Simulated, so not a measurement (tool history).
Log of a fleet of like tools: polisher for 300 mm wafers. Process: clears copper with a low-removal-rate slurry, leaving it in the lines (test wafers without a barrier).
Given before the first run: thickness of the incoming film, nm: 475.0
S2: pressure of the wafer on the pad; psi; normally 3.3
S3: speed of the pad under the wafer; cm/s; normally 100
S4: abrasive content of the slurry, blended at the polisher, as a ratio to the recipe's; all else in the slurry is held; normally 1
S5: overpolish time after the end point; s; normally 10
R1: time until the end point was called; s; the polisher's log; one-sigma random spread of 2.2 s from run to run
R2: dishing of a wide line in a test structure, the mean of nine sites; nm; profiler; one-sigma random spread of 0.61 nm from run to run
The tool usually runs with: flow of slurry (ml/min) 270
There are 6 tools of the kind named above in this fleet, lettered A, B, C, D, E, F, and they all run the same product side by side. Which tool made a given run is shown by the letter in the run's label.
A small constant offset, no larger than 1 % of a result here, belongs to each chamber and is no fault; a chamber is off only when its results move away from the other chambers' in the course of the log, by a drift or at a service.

Run 1C, hour 9.4: usual settings. Result: R1 128.76 s, R2 27.558 nm.
At hour 20: chamber D: worn pad replaced by a new one.
Run 2D, hour 23.3: usual settings. Result: R1 128.97 s, R2 26.512 nm.
At hour 30.2: chamber D: head pressure recalibrated.
Run 3B, hour 31.9: usual settings. Result: R1 130.6 s, R2 27.572 nm.
At hour 33.8: chamber A: worn pad replaced by a new one.
At hour 34: chamber E: head pressure recalibrated.
Run 4F, hour 43.2: usual settings. Result: R1 131.4 s, R2 27.625 nm.
At hour 45.2: chamber E: worn pad replaced by a new one.
Run 5E, hour 54.3: usual settings. Result: R1 127.57 s, R2 27.365 nm.
Run 6A, hour 62.7: usual settings. Result: R1 125.33 s, R2 27.145 nm.
At hour 62.9: chamber E: slurry blender recalibrated.
Run 7E, hour 72.7: usual settings but flow of slurry (ml/min) 205. Result: R1 135.55 s, R2 26.074 nm.
At hour 80.1: chamber C: slurry blender recalibrated.
Run 8F, hour 86.2: usual settings but flow of slurry (ml/min) 205. Result: R1 137.42 s, R2 25.96 nm.
Run 9B, hour 93.4: usual settings but flow of slurry (ml/min) 205. Result: R1 139.4 s, R2 26.121 nm.
Run 10A, hour 100.4: usual settings but flow of slurry (ml/min) 205. Result: R1 131.92 s, R2 25.556 nm.
At hour 101.7: chamber B: slurry nozzle cleaned.
At hour 111.6: chamber F: worn pad replaced by a new one.
Run 11C, hour 112.1: usual settings but flow of slurry (ml/min) 205. Result: R1 135.42 s, R2 26.453 nm.
Run 12D, hour 123.2: usual settings but flow of slurry (ml/min) 205. Result: R1 134.96 s, R2 26.546 nm.
At hour 128.6: chamber A: slurry blender recalibrated.
At hour 130.7: chamber C: worn pad replaced by a new one.
Run 13A, hour 137.4: usual settings but S3 134 cm/s. Result: R1 96.961 s, R2 33.667 nm.
Run 14F, hour 145.9: usual settings but S3 134 cm/s. Result: R1 98.083 s, R2 36.466 nm.
At hour 151.8: chamber D: slurry blender recalibrated.
Run 15C, hour 152.4: usual settings but S3 134 cm/s. Result: R1 97.43 s, R2 35.11 nm.
At hour 165: chamber A: worn pad replaced by a new one.
Run 16D, hour 165.8: usual settings but S3 134 cm/s. Result: R1 98.971 s, R2 33.899 nm.
Run 17B, hour 178.8: usual settings but S3 134 cm/s. Result: R1 102.65 s, R2 33.342 nm.
Run 18E, hour 190.4: usual settings but S3 134 cm/s. Result: R1 94.973 s, R2 35.101 nm.
Run 19E, hour 197.2: usual settings. Result: R1 130.06 s, R2 28.058 nm.
At hour 201.1: chamber B: slurry blender recalibrated.
Run 20D, hour 209.9: usual settings. Result: R1 134.84 s, R2 27.505 nm.
Run 21C, hour 224.4: usual settings. Result: R1 130.17 s, R2 26.337 nm.
At hour 233.3: chamber E: slurry blender recalibrated.
Run 22F, hour 238.4: usual settings but flow of slurry (ml/min) 215. Result: R1 130.91 s, R2 26.846 nm.
At hour 246.7: chamber D: slurry nozzle cleaned.
Run 23A, hour 251.9: usual settings but flow of slurry (ml/min) 215. Result: R1 133.41 s, R2 27.128 nm.
At hour 257: chamber F: worn pad replaced by a new one.
At hour 257.3: chamber E: slurry nozzle cleaned.
Run 24B, hour 265.2: usual settings but flow of slurry (ml/min) 215. Result: R1 139.93 s, R2 24.685 nm.
At hour 277.7: chamber A: slurry blender recalibrated.
Run 25F, hour 279.5: usual settings but flow of slurry (ml/min) 215. Result: R1 136.42 s, R2 27.579 nm.
At hour 281.7: chamber F: slurry nozzle cleaned.
At hour 284.6: chamber A: worn pad replaced by a new one.
Run 26A, hour 292.8: usual settings but flow of slurry (ml/min) 215. Result: R1 130.86 s, R2 26.982 nm.
At hour 297.2: chamber C: slurry blender recalibrated.
Run 27B, hour 306.9: usual settings but flow of slurry (ml/min) 215. Result: R1 149.48 s, R2 25.755 nm.
Run 28D, hour 318.8: usual settings but S4 1.25. Result: R1 121.71 s, R2 28.832 nm.
At hour 328.1: chamber D: worn pad replaced by a new one.
Run 29E, hour 328.3: usual settings but S4 1.25. Result: R1 122.16 s, R2 28.102 nm.
Run 30C, hour 335.5: usual settings but S4 1.25. Result: R1 125.06 s, R2 27.232 nm.
At hour 335.7: chamber B: head pressure recalibrated.
At hour 349.2: chamber E: worn pad replaced by a new one.
Run 31E, hour 349.7: usual settings but S4 1.25. Result: R1 125.92 s, R2 29.011 nm.
At hour 360.4: chamber F: slurry blender recalibrated.
Run 32A, hour 361: usual settings but S4 1.25. Result: R1 123.23 s, R2 28.061 nm.
Run 33F, hour 367.7: usual settings but S4 1.25. Result: R1 123.7 s, R2 28.573 nm.
Run 34D, hour 380.6: usual settings but flow of slurry (ml/min) 305. Result: R1 132 s, R2 28.552 nm.
Run 35C, hour 391.9: usual settings but flow of slurry (ml/min) 305. Result: R1 131.49 s, R2 27.011 nm.
Run 36B, hour 405.7: usual settings but flow of slurry (ml/min) 305. Result: R1 143.62 s, R2 25.832 nm.

Has any chamber moved away from the others, gradually or after a service, or does the common gauge drift, or do the chambers differ only by their own small steady offsets? State the chamber and the most likely cause if one applies.

Chamber B drifts away from the others.
What lies behind it: removal rate lost through wear of the pad, % = 10.1.

Below are 4 candidate recipes for chamber B's next run, each the usual settings with a change, their results shown as question marks. Which of them brings B's results back in line with what the other chambers give on the usual settings?
Counts as in line when no further than this from what the other chambers average on the usual settings: R1 7.9 s; R2 2.1 nm
Run 37B-1, hour 416.2: usual settings but S2 3.1 psi, S3 96 cm/s. Result: R1 ?, R2 ?.
Run 37B-2, hour 416.2: usual settings but S2 3.5 psi, S3 104 cm/s. Result: R1 ?, R2 ?.
Run 37B-3, hour 416.2: usual settings but flow of slurry (ml/min) 265, S2 3 psi, S3 90 cm/s. Result: R1 ?, R2 ?.
Run 37B-4, hour 416.2: usual settings but flow of slurry (ml/min) 275, S2 3.6 psi, S3 110 cm/s. Result: R1 ?, R2 ?.

What the other chambers average on the usual settings: R1 130.12 s; R2 27.235 nm
  run      R1      R2
37B-1  158.51  22.678
37B-2  129.79   27.43
37B-3     175  20.643
37B-4  119.11  29.728
37B-2 puts the chamber back in line with the other chambers.
